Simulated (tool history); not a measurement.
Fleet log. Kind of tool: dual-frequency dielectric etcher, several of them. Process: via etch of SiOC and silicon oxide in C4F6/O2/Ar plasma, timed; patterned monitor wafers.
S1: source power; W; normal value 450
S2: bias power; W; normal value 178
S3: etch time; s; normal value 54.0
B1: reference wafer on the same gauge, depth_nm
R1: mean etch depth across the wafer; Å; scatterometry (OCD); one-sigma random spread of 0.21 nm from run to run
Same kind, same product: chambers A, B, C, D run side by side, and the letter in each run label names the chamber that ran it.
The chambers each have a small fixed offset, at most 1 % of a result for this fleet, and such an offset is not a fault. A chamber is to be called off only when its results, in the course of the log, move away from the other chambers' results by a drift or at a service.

| run | hour | S1 | S2 | S3 | B1 | R1 |
|---|---|---|---|---|---|---|
| 1A | 2.4 | 450 | 178 | 54.0 | 59.522 | 630.90 |
| 2B | 6.9 | 450 | 178 | 54.0 | 59.544 | 632.85 |
| 3D | 10.3 | 450 | 178 | 54.0 | 59.508 | 636.91 |
| 4C | 13.8 | 450 | 178 | 54.0 | 59.466 | 629.49 |
| 5B | 17.9 | 450 | 178 | 54.0 | 59.494 | 636.30 |
| 6C | 20.8 | 450 | 178 | 54.0 | 59.455 | 633.53 |
| 7D | 24.2 | 450 | 178 | 54.0 | 59.505 | 636.93 |
| 8A | 27.1 | 450 | 178 | 54.0 | 59.560 | 632.48 |
| 9A | 30.7 | 450 | 213 | 54.0 | 59.501 | 669.78 |
| 10D | 34.0 | 450 | 213 | 54.0 | 59.521 | 677.16 |
| 11C | 38.5 | 450 | 213 | 54.0 | 59.545 | 666.99 |
| 12B | 40.9 | 450 | 213 | 54.0 | 59.452 | 672.89 |
| 13D | 45.7 | 450 | 178 | 54.0 | 59.513 | 638.06 |
| 14B | 50.6 | 450 | 178 | 54.0 | 59.498 | 639.79 |
|  | 51.8 | chamber A: wet clean of the chamber |
| 15A | 54.8 | 450 | 178 | 54.0 | 59.549 | 628.46 |
| 16C | 58.6 | 450 | 178 | 54.0 | 59.503 | 632.36 |
| 17C | 62.3 | 450 | 144 | 54.0 | 59.514 | 591.60 |
| 18B | 67.1 | 450 | 144 | 54.0 | 59.474 | 594.80 |
| 19A | 70.8 | 450 | 144 | 54.0 | 59.557 | 593.13 |
| 20D | 75.1 | 450 | 144 | 54.0 | 59.471 | 595.52 |
| 21D | 77.2 | 450 | 178 | 54.0 | 59.479 | 637.83 |
| 22C | 80.7 | 450 | 178 | 54.0 | 59.510 | 633.91 |
| 23A | 84.1 | 450 | 178 | 54.0 | 59.540 | 635.08 |
| 24B | 87.0 | 450 | 178 | 54.0 | 59.508 | 639.41 |
|  | 88.8 | chamber C: wet clean of the chamber |
| 25B | 89.9 | 450 | 178 | 54.0 | 59.519 | 637.63 |
| 26C | 94.6 | 450 | 178 | 54.0 | 59.531 | 628.24 |
| 27D | 97.6 | 450 | 178 | 54.0 | 59.460 | 636.21 |
| 28A | 101.5 | 450 | 178 | 54.0 | 59.482 | 635.32 |
| 29B | 104.9 | 450 | 178 | 54.0 | 59.526 | 634.50 |
| 30C | 107.7 | 450 | 178 | 54.0 | 59.471 | 631.94 |
| 31A | 110.3 | 450 | 178 | 54.0 | 59.506 | 633.70 |
| 32D | 114.3 | 450 | 178 | 54.0 | 59.496 | 636.46 |
| 33C | 118.4 | 450 | 178 | 54.0 | 59.514 | 631.53 |
| 34D | 121.2 | 450 | 178 | 54.0 | 59.555 | 641.21 |
| 35A | 123.8 | 450 | 178 | 54.0 | 59.465 | 634.40 |
| 36B | 126.3 | 450 | 178 | 54.0 | 59.522 | 635.48 |
| 37B | 129.7 | 400 | 178 | 48.5 | 59.536 | 545.05 |
| 38D | 132.8 | 400 | 178 | 48.5 | 59.495 | 546.94 |

Is one chamber out of step, is the gauge drifting, or do the chambers differ by no more than their own small offsets? For an off chamber, give its letter and the likeliest cause.

Nothing is wrong: each chamber keeps only its own small, steady offset and the gauge holds still.
